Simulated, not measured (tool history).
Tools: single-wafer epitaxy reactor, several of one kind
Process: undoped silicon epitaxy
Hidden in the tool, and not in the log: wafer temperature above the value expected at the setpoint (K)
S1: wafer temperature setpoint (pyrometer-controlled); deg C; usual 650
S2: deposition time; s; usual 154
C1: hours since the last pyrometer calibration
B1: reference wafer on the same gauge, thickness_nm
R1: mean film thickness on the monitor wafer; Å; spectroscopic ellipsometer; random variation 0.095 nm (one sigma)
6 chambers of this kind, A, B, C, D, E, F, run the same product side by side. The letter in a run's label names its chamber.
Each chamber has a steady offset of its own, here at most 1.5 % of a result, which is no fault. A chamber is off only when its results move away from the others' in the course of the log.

{"run": "1D", "hour": 2.2, "S1": 650, "S2": 154, "C1": 813.6, "B1": 28.819, "R1": 258.8}
{"run": "2C", "hour": 5.4, "S1": 650, "S2": 154, "C1": 1142.8, "B1": 28.797, "R1": 260.02}
{"run": "3A", "hour": 8.1, "S1": 650, "S2": 154, "C1": 1162.1, "B1": 28.776, "R1": 260.44}
{"run": "4E", "hour": 12.0, "S1": 650, "S2": 154, "C1": 996.6, "B1": 28.787, "R1": 258.57}
{"run": "5B", "hour": 13.9, "S1": 650, "S2": 154, "C1": 534.2, "B1": 28.772, "R1": 260.8}
{"run": "6F", "hour": 18.0, "S1": 650, "S2": 154, "C1": 538.1, "B1": 28.781, "R1": 256.13}
{"run": "7C", "hour": 22.1, "S1": 650, "S2": 154, "C1": 1159.5, "B1": 28.824, "R1": 260.51}
{"run": "8E", "hour": 24.4, "S1": 650, "S2": 134, "C1": 1009.0, "B1": 28.788, "R1": 226.48}
{"run": "9F", "hour": 28.0, "S1": 650, "S2": 134, "C1": 548.1, "B1": 28.785, "R1": 224.73}
{"run": "10B", "hour": 31.0, "S1": 650, "S2": 134, "C1": 551.3, "B1": 28.802, "R1": 228.3}
{"run": "11A", "hour": 35.0, "S1": 650, "S2": 134, "C1": 1189.0, "B1": 28.801, "R1": 225.51}
{"run": "12D", "hour": 37.0, "S1": 650, "S2": 134, "C1": 848.4, "B1": 28.818, "R1": 222.82}
{"run": "13A", "hour": 40.1, "S1": 650, "S2": 134, "C1": 1194.1, "B1": 28.792, "R1": 225.51}
{"run": "14F", "hour": 42.9, "S1": 650, "S2": 154, "C1": 563.0, "B1": 28.818, "R1": 257.75}
{"run": "15D", "hour": 45.8, "S1": 650, "S2": 154, "C1": 857.2, "B1": 28.803, "R1": 258.11}
{"run": "16C", "hour": 48.3, "S1": 650, "S2": 154, "C1": 1185.7, "B1": 28.814, "R1": 259.35}
{"run": "17E", "hour": 52.6, "S1": 643, "S2": 170, "C1": 1037.2, "B1": 28.78, "R1": 245.85}
{"run": "18B", "hour": 55.1, "S1": 643, "S2": 170, "C1": 575.4, "B1": 28.823, "R1": 247.73}
{"run": "19E", "hour": 57.9, "S1": 643, "S2": 170, "C1": 1042.5, "B1": 28.804, "R1": 247.69}
{"run": "20F", "hour": 62.1, "S1": 643, "S2": 170, "C1": 582.2, "B1": 28.799, "R1": 247.68}
{"run": "21D", "hour": 64.0, "S1": 643, "S2": 170, "C1": 875.4, "B1": 28.801, "R1": 245.84}
{"run": "22A", "hour": 67.3, "S1": 643, "S2": 170, "C1": 1221.3, "B1": 28.799, "R1": 246.74}
{"run": "23C", "hour": 71.4, "S1": 650, "S2": 154, "C1": 1208.8, "B1": 28.837, "R1": 260.54}
{"run": "24B", "hour": 74.1, "S1": 650, "S2": 154, "C1": 594.4, "B1": 28.792, "R1": 261.03}
{"run": "25F", "hour": 76.2, "S1": 650, "S2": 154, "C1": 596.3, "B1": 28.809, "R1": 264.13}
{"run": "26D", "hour": 79.1, "S1": 650, "S2": 154, "C1": 890.5, "B1": 28.805, "R1": 258.47}
{"run": "27A", "hour": 81.5, "S1": 650, "S2": 164, "C1": 1235.5, "B1": 28.808, "R1": 277.49}
{"run": "28C", "hour": 85.2, "S1": 650, "S2": 164, "C1": 1222.6, "B1": 28.78, "R1": 276.3}
{"run": "29B", "hour": 87.5, "S1": 650, "S2": 164, "C1": 607.8, "B1": 28.783, "R1": 279.95}
{"run": "30E", "hour": 90.5, "S1": 650, "S2": 164, "C1": 1075.1, "B1": 28.814, "R1": 276.92}
{"run": "31A", "hour": 93.7, "S1": 650, "S2": 164, "C1": 1247.7, "B1": 28.789, "R1": 277.35}
{"run": "32C", "hour": 97.1, "S1": 650, "S2": 164, "C1": 1234.5, "B1": 28.791, "R1": 277.31}
{"run": "33D", "hour": 100.1, "S1": 650, "S2": 154, "C1": 911.5, "B1": 28.787, "R1": 258.23}
{"run": "34B", "hour": 102.8, "S1": 650, "S2": 154, "C1": 623.1, "B1": 28.793, "R1": 261.6}
{"run": "35F", "hour": 105.5, "S1": 650, "S2": 154, "C1": 625.6, "B1": 28.815, "R1": 268.94}
{"run": "36E", "hour": 108.0, "S1": 650, "S2": 154, "C1": 1092.6, "B1": 28.782, "R1": 258.06}
{"run": "37D", "hour": 111.9, "S1": 650, "S2": 154, "C1": 923.3, "B1": 28.775, "R1": 258.01}

All 6 chambers run these settings next. Forecast each chamber's results:
{"run": "38A", "hour": 114.9, "S1": 650, "S2": 154, "R1": "?"}
{"run": "38B", "hour": 114.9, "S1": 650, "S2": 154, "R1": "?"}
{"run": "38C", "hour": 114.9, "S1": 650, "S2": 154, "R1": "?"}
{"run": "38D", "hour": 114.9, "S1": 650, "S2": 154, "R1": "?"}
{"run": "38E", "hour": 114.9, "S1": 650, "S2": 154, "R1": "?"}
{"run": "38F", "hour": 114.9, "S1": 650, "S2": 154, "R1": "?"}

run=38A R1=261.03
run=38B R1=260.41
run=38C R1=260.29
run=38D R1=258.31
run=38E R1=261.45
run=38F R1=271.01

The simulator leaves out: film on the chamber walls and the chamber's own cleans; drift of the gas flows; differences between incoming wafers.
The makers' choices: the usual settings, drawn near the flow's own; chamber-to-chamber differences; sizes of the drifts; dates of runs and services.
